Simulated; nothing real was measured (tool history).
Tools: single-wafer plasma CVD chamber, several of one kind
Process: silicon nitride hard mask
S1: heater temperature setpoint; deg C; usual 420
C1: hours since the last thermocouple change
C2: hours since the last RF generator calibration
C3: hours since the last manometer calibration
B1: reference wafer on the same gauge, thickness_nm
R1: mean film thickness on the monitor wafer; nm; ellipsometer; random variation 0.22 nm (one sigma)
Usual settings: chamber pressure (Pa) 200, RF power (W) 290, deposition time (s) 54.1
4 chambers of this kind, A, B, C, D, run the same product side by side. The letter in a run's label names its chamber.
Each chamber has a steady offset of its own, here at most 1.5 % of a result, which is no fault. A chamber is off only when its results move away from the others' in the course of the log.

Run 1C, hour 6.3: usual settings; C1 394.0; C2 382.4; C3 326.3; B1 69.084. Result: R1 59.045 nm.
Run 2B, hour 13.9: usual settings; C1 789.7; C2 585.3; C3 824.6; B1 68.989. Result: R1 59.492 nm.
Run 3A, hour 19.1: usual settings; C1 785.9; C2 375.2; C3 1237.1; B1 68.996. Result: R1 59.682 nm.
Run 4D, hour 24.0: usual settings; C1 639.4; C2 130.3; C3 368.9; B1 69.006. Result: R1 60.221 nm.
Run 5C, hour 28.3: usual settings; C1 416.0; C2 404.4; C3 348.3; B1 68.961. Result: R1 59.190 nm.
Run 6D, hour 35.3: usual settings; C1 650.7; C2 141.6; C3 380.2; B1 68.978. Result: R1 60.379 nm.
Run 7A, hour 43.5: usual settings; C1 810.3; C2 399.6; C3 1261.5; B1 69.032. Result: R1 59.865 nm.
Run 8B, hour 48.2: usual settings; C1 824.0; C2 619.6; C3 858.9; B1 68.980. Result: R1 59.604 nm.
Run 9C, hour 51.9: usual settings but chamber pressure (Pa) 183, RF power (W) 320; C1 439.6; C2 428.0; C3 371.9; B1 68.973. Result: R1 61.496 nm.
Run 10D, hour 55.9: usual settings but chamber pressure (Pa) 183, RF power (W) 320; C1 671.3; C2 162.2; C3 400.8; B1 69.069. Result: R1 62.163 nm.
Run 11B, hour 61.9: usual settings but chamber pressure (Pa) 183, RF power (W) 320; C1 837.7; C2 633.3; C3 872.6; B1 68.985. Result: R1 61.880 nm.
Run 12A, hour 69.7: usual settings but chamber pressure (Pa) 183, RF power (W) 320; C1 836.5; C2 425.8; C3 1287.7; B1 68.999. Result: R1 62.368 nm.
Run 13B, hour 73.9: usual settings; C1 849.7; C2 645.3; C3 884.6; B1 69.029. Result: R1 58.950 nm.
Run 14A, hour 78.6: usual settings; C1 845.4; C2 434.7; C3 1296.6; B1 68.998. Result: R1 59.216 nm.
Run 15C, hour 85.4: usual settings but S1 425 deg C, chamber pressure (Pa) 169; C1 473.1; C2 461.5; C3 405.4; B1 68.986. Result: R1 56.419 nm.
Run 16D, hour 93.3: usual settings but S1 425 deg C, chamber pressure (Pa) 169; C1 708.7; C2 199.6; C3 438.2; B1 69.043. Result: R1 56.596 nm.
Run 17C, hour 99.3: usual settings but S1 425 deg C, chamber pressure (Pa) 169; C1 487.0; C2 475.4; C3 419.3; B1 68.999. Result: R1 56.112 nm.
Run 18A, hour 106.7: usual settings but S1 425 deg C, chamber pressure (Pa) 169; C1 873.5; C2 462.8; C3 1324.7; B1 69.039. Result: R1 55.783 nm.
Run 19D, hour 111.9: usual settings; C1 727.3; C2 218.2; C3 456.8; B1 69.023. Result: R1 59.891 nm.
Run 20B, hour 116.8: usual settings but RF power (W) 240; C1 892.6; C2 688.2; C3 927.5; B1 69.066. Result: R1 52.033 nm.
Run 21C, hour 123.0: usual settings but RF power (W) 240; C1 510.7; C2 499.1; C3 443.0; B1 69.026. Result: R1 51.897 nm.
Run 22D, hour 129.5: usual settings but RF power (W) 240; C1 744.9; C2 235.8; C3 474.4; B1 68.961. Result: R1 52.595 nm.
Run 23B, hour 133.7: usual settings but RF power (W) 240; C1 909.5; C2 705.1; C3 944.4; B1 69.053. Result: R1 51.703 nm.
Run 24A, hour 142.0: usual settings; C1 908.8; C2 498.1; C3 1360.0; B1 68.986. Result: R1 58.449 nm.
Run 25B, hour 146.0: usual settings but RF power (W) 320, deposition time (s) 64.1; C1 921.8; C2 717.4; C3 956.7; B1 68.954. Result: R1 75.177 nm.
Run 26A, hour 153.3: usual settings but RF power (W) 320, deposition time (s) 64.1; C1 920.1; C2 509.4; C3 1371.3; B1 68.916. Result: R1 73.744 nm.
Run 27D, hour 159.8: usual settings but RF power (W) 320, deposition time (s) 64.1; C1 775.2; C2 266.1; C3 504.7; B1 68.906. Result: R1 76.151 nm.
Run 28C, hour 164.2: usual settings but RF power (W) 320, deposition time (s) 64.1; C1 551.9; C2 540.3; C3 484.2; B1 69.027. Result: R1 74.839 nm.

Next, every chamber runs the same settings. What will each give?
Run 29A, hour 170.3: usual settings but S1 434 deg C. Result: R1 ?.
Run 29B, hour 170.3: usual settings but S1 434 deg C. Result: R1 ?.
Run 29C, hour 170.3: usual settings but S1 434 deg C. Result: R1 ?.
Run 29D, hour 170.3: usual settings but S1 434 deg C. Result: R1 ?.

run      R1
29A  57.647
29B  59.168
29C  58.823
29D  59.312
